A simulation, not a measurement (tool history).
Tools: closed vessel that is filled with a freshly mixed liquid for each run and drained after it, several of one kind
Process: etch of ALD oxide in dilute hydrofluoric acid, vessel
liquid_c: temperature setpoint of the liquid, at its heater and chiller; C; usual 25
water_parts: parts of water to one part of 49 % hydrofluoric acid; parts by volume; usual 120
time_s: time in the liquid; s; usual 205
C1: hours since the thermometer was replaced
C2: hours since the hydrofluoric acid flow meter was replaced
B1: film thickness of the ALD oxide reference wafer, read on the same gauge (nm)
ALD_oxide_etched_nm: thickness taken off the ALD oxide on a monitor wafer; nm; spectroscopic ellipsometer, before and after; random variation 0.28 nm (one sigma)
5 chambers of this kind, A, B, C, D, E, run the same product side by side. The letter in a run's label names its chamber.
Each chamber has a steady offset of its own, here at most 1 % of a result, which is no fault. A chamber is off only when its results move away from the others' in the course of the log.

Run 1B, day 0.612: usual settings; C1 534.8; C2 664.9; B1 40.009. Result: ALD_oxide_etched_nm 48.640 nm.
Run 2C, day 1.179: usual settings; C1 545.1; C2 364.1; B1 39.981. Result: ALD_oxide_etched_nm 48.477 nm.
Run 3D, day 1.646: usual settings; C1 441.6; C2 1158.7; B1 39.995. Result: ALD_oxide_etched_nm 47.419 nm.
Run 4E, day 2.112: usual settings; C1 722.1; C2 493.2; B1 39.977. Result: ALD_oxide_etched_nm 48.546 nm.
Run 5A, day 2.746: usual settings but time_s 305 s; C1 812.3; C2 977.3; B1 39.985. Result: ALD_oxide_etched_nm 72.052 nm.
Run 6E, day 3.075: usual settings but time_s 305 s; C1 745.2; C2 516.3; B1 39.998. Result: ALD_oxide_etched_nm 71.912 nm.
Run 7A, day 3.671: usual settings but time_s 305 s; C1 834.5; C2 999.5; B1 40.013. Result: ALD_oxide_etched_nm 71.935 nm.
Run 8B, day 4.154: usual settings but time_s 305 s; C1 619.8; C2 749.9; B1 40.001. Result: ALD_oxide_etched_nm 71.487 nm.
Run 9C, day 4.442: usual settings but time_s 305 s; C1 623.4; C2 442.4; B1 40.001. Result: ALD_oxide_etched_nm 72.678 nm.
Run 10D, day 4.896: usual settings; C1 519.6; C2 1236.7; B1 39.989. Result: ALD_oxide_etched_nm 48.936 nm.
Run 11E, day 5.304: usual settings; C1 798.7; C2 569.8; B1 40.003. Result: ALD_oxide_etched_nm 48.563 nm.
Run 12B, day 5.867: usual settings; C1 660.9; C2 791.0; B1 40.014. Result: ALD_oxide_etched_nm 48.283 nm.
Run 13A, day 6.150: usual settings; C1 894.0; C2 1059.0; B1 40.004. Result: ALD_oxide_etched_nm 48.135 nm.
Run 14D, day 6.750: usual settings; C1 564.1; C2 1281.2; B1 39.991. Result: ALD_oxide_etched_nm 49.262 nm.
Run 15C, day 7.292: usual settings but water_parts 95 parts by volume, time_s 100 s; C1 691.8; C2 510.8; B1 40.018. Result: ALD_oxide_etched_nm 30.800 nm.
Run 16E, day 7.867: usual settings but water_parts 95 parts by volume, time_s 100 s; C1 860.2; C2 631.3; B1 40.003. Result: ALD_oxide_etched_nm 30.687 nm.
Run 17D, day 8.229: usual settings but water_parts 95 parts by volume, time_s 100 s; C1 599.6; C2 1316.7; B1 39.992. Result: ALD_oxide_etched_nm 31.156 nm.
Run 18C, day 8.512: usual settings but water_parts 95 parts by volume, time_s 100 s; C1 721.1; C2 540.1; B1 40.018. Result: ALD_oxide_etched_nm 30.477 nm.
Run 19B, day 8.950: usual settings but water_parts 95 parts by volume, time_s 100 s; C1 734.9; C2 865.0; B1 40.018. Result: ALD_oxide_etched_nm 30.937 nm.
Run 20A, day 9.408: usual settings; C1 972.2; C2 1137.2; B1 40.017. Result: ALD_oxide_etched_nm 48.735 nm.
Run 21C, day 9.746: usual settings; C1 750.7; C2 569.7; B1 39.992. Result: ALD_oxide_etched_nm 48.371 nm.
Run 22E, day 10.371: usual settings; C1 920.3; C2 691.4; B1 40.002. Result: ALD_oxide_etched_nm 48.322 nm.
Run 23A, day 11.021: usual settings; C1 1010.9; C2 1175.9; B1 40.018. Result: ALD_oxide_etched_nm 48.870 nm.
Run 24B, day 11.500: usual settings; C1 796.1; C2 926.2; B1 40.002. Result: ALD_oxide_etched_nm 48.238 nm.
Run 25D, day 11.900: usual settings; C1 687.7; C2 1404.8; B1 40.002. Result: ALD_oxide_etched_nm 50.207 nm.
Run 26A, day 12.200: usual settings; C1 1039.2; C2 1204.2; B1 40.006. Result: ALD_oxide_etched_nm 48.643 nm.
Run 27E, day 12.629: usual settings; C1 974.5; C2 745.6; B1 40.017. Result: ALD_oxide_etched_nm 48.236 nm.
Run 28B, day 13.033: usual settings; C1 832.9; C2 963.0; B1 40.000. Result: ALD_oxide_etched_nm 48.479 nm.
Run 29D, day 13.429: usual settings; C1 724.4; C2 1441.5; B1 39.989. Result: ALD_oxide_etched_nm 50.325 nm.
Run 30C, day 14.071: usual settings but water_parts 70 parts by volume, time_s 155 s; C1 854.5; C2 673.5; B1 40.004. Result: ALD_oxide_etched_nm 66.108 nm.
Run 31B, day 14.675: usual settings but water_parts 70 parts by volume, time_s 155 s; C1 872.3; C2 1002.4; B1 39.998. Result: ALD_oxide_etched_nm 68.099 nm.
Run 32D, day 15.217: usual settings but water_parts 70 parts by volume, time_s 155 s; C1 767.3; C2 1484.4; B1 39.997. Result: ALD_oxide_etched_nm 68.966 nm.
Run 33C, day 15.546: usual settings but water_parts 70 parts by volume, time_s 155 s; C1 889.9; C2 708.9; B1 40.022. Result: ALD_oxide_etched_nm 65.729 nm.

Next, every chamber runs the same settings. What will each give?
Run 34A, day 16.012: usual settings. Result: ALD_oxide_etched_nm ?.
Run 34B, day 16.012: usual settings. Result: ALD_oxide_etched_nm ?.
Run 34C, day 16.012: usual settings. Result: ALD_oxide_etched_nm ?.
Run 34D, day 16.012: usual settings. Result: ALD_oxide_etched_nm ?.
Run 34E, day 16.012: usual settings. Result: ALD_oxide_etched_nm ?.

run  ALD_oxide_etched_nm
34A               48.043
34B               48.617
34C               48.477
34D               50.407
34E               48.077
